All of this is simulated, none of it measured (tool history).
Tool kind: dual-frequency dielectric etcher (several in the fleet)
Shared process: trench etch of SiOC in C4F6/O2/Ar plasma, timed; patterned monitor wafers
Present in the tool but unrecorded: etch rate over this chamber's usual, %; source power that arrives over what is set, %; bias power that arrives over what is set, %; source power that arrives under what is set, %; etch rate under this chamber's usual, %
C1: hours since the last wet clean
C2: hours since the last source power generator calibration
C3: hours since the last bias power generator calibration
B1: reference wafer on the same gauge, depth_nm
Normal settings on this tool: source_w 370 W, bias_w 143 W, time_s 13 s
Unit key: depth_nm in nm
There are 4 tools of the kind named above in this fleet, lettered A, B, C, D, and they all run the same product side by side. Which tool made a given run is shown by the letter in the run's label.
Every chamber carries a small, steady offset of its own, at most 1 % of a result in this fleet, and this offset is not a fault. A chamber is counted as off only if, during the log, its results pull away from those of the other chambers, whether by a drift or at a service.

{"run": "1A", "hour": 4.0, "source_w": 370, "bias_w": 143, "time_s": 13, "C1": 281.5, "C2": 644.2, "C3": 984.3, "B1": 23.796, "depth_nm": 24.393}
{"run": "2D", "hour": 10.7, "source_w": 370, "bias_w": 143, "time_s": 13, "C1": 347.5, "C2": 2980.5, "C3": 4230, "B1": 23.794, "depth_nm": 24.517}
{"run": "3C", "hour": 14.4, "source_w": 370, "bias_w": 143, "time_s": 13, "C1": 384.3, "C2": 1637.7, "C3": 967.4, "B1": 23.78, "depth_nm": 24.211}
{"run": "4B", "hour": 19.0, "source_w": 370, "bias_w": 143, "time_s": 13, "C1": 249.6, "C2": 1377.4, "C3": 1243.3, "B1": 23.774, "depth_nm": 24.266}
{"run": "5A", "hour": 24.9, "source_w": 370, "bias_w": 143, "time_s": 13, "C1": 302.4, "C2": 665.1, "C3": 1005.2, "B1": 23.766, "depth_nm": 24.328}
{"run": "6D", "hour": 28.5, "source_w": 370, "bias_w": 143, "time_s": 13, "C1": 365.3, "C2": 2998.3, "C3": 4247.8, "B1": 23.762, "depth_nm": 24.462}
{"run": "7C", "hour": 33.8, "source_w": 370, "bias_w": 143, "time_s": 13, "C1": 403.7, "C2": 1657.1, "C3": 986.8, "B1": 23.763, "depth_nm": 24.124}
{"run": "8B", "hour": 38.8, "source_w": 370, "bias_w": 143, "time_s": 13, "C1": 269.4, "C2": 1397.2, "C3": 1263.1, "B1": 23.759, "depth_nm": 24.25}
{"run": "9C", "hour": 45.7, "source_w": 320, "bias_w": 143, "time_s": 13, "C1": 415.6, "C2": 1669, "C3": 998.7, "B1": 23.75, "depth_nm": 22.788}
{"run": "10B", "hour": 52.4, "source_w": 320, "bias_w": 143, "time_s": 13, "C1": 283, "C2": 1410.8, "C3": 1276.7, "B1": 23.737, "depth_nm": 22.921}
{"run": "11D", "hour": 59.3, "source_w": 320, "bias_w": 143, "time_s": 13, "C1": 396.1, "C2": 3029.1, "C3": 4278.6, "B1": 23.722, "depth_nm": 23.102}
{"run": "12A", "hour": 65.1, "source_w": 320, "bias_w": 143, "time_s": 13, "C1": 342.6, "C2": 705.3, "C3": 1045.4, "B1": 23.729, "depth_nm": 22.925}
{"run": "13D", "hour": 70.5, "source_w": 370, "bias_w": 143, "time_s": 13, "C1": 407.3, "C2": 3040.3, "C3": 4289.8, "B1": 23.715, "depth_nm": 24.389}
{"run": "14C", "hour": 75.9, "source_w": 370, "bias_w": 143, "time_s": 13, "C1": 445.8, "C2": 1699.2, "C3": 1028.9, "B1": 23.714, "depth_nm": 24.139}
{"run": "15A", "hour": 82.2, "source_w": 370, "bias_w": 143, "time_s": 13, "C1": 359.7, "C2": 722.4, "C3": 1062.5, "B1": 23.711, "depth_nm": 24.301}
{"run": "16B", "hour": 85.7, "source_w": 370, "bias_w": 143, "time_s": 13, "C1": 316.3, "C2": 1444.1, "C3": 1310, "B1": 23.711, "depth_nm": 24.222}
{"run": "17C", "hour": 91.9, "source_w": 370, "bias_w": 143, "time_s": 13, "C1": 461.8, "C2": 1715.2, "C3": 1044.9, "B1": 23.694, "depth_nm": 24.002}
{"run": "18B", "hour": 95.7, "source_w": 370, "bias_w": 143, "time_s": 13, "C1": 326.3, "C2": 1454.1, "C3": 1320, "B1": 23.696, "depth_nm": 24.159}
{"run": "19A", "hour": 99.3, "source_w": 370, "bias_w": 143, "time_s": 13, "C1": 376.8, "C2": 739.5, "C3": 1079.6, "B1": 23.694, "depth_nm": 24.244}
{"run": "20D", "hour": 104.5, "source_w": 370, "bias_w": 143, "time_s": 13, "C1": 441.3, "C2": 3074.3, "C3": 4323.8, "B1": 23.684, "depth_nm": 24.39}
{"run": "21B", "hour": 109.7, "source_w": 370, "bias_w": 143, "time_s": 13, "C1": 340.3, "C2": 1468.1, "C3": 1334, "B1": 23.678, "depth_nm": 24.135}
{"run": "22A", "hour": 113.1, "source_w": 370, "bias_w": 143, "time_s": 13, "C1": 390.6, "C2": 753.3, "C3": 1093.4, "B1": 23.675, "depth_nm": 24.253}
{"run": "23C", "hour": 116.5, "source_w": 370, "bias_w": 143, "time_s": 13, "C1": 486.4, "C2": 1739.8, "C3": 1069.5, "B1": 23.665, "depth_nm": 24.061}
{"run": "24D", "hour": 122.2, "source_w": 370, "bias_w": 143, "time_s": 13, "C1": 459, "C2": 3092, "C3": 4341.5, "B1": 23.66, "depth_nm": 24.267}
{"run": "25B", "hour": 125.6, "source_w": 370, "bias_w": 143, "time_s": 13, "C1": 356.2, "C2": 1484, "C3": 1349.9, "B1": 23.646, "depth_nm": 24.14}
{"run": "26D", "hour": 129.0, "source_w": 370, "bias_w": 143, "time_s": 13, "C1": 465.8, "C2": 3098.8, "C3": 4348.3, "B1": 23.651, "depth_nm": 24.391}
{"run": "27A", "hour": 133.3, "source_w": 370, "bias_w": 143, "time_s": 13, "C1": 410.8, "C2": 773.5, "C3": 1113.6, "B1": 23.654, "depth_nm": 24.193}

What goes on in this fleet: one chamber off, a drifting gauge, or nothing beyond the chambers' own small offsets? Name the chamber and the cause, if any.

Gauge drift. The chambers move together only on paper, and none stands off.
What lies behind it: gauge reads low (%) = 0.661.
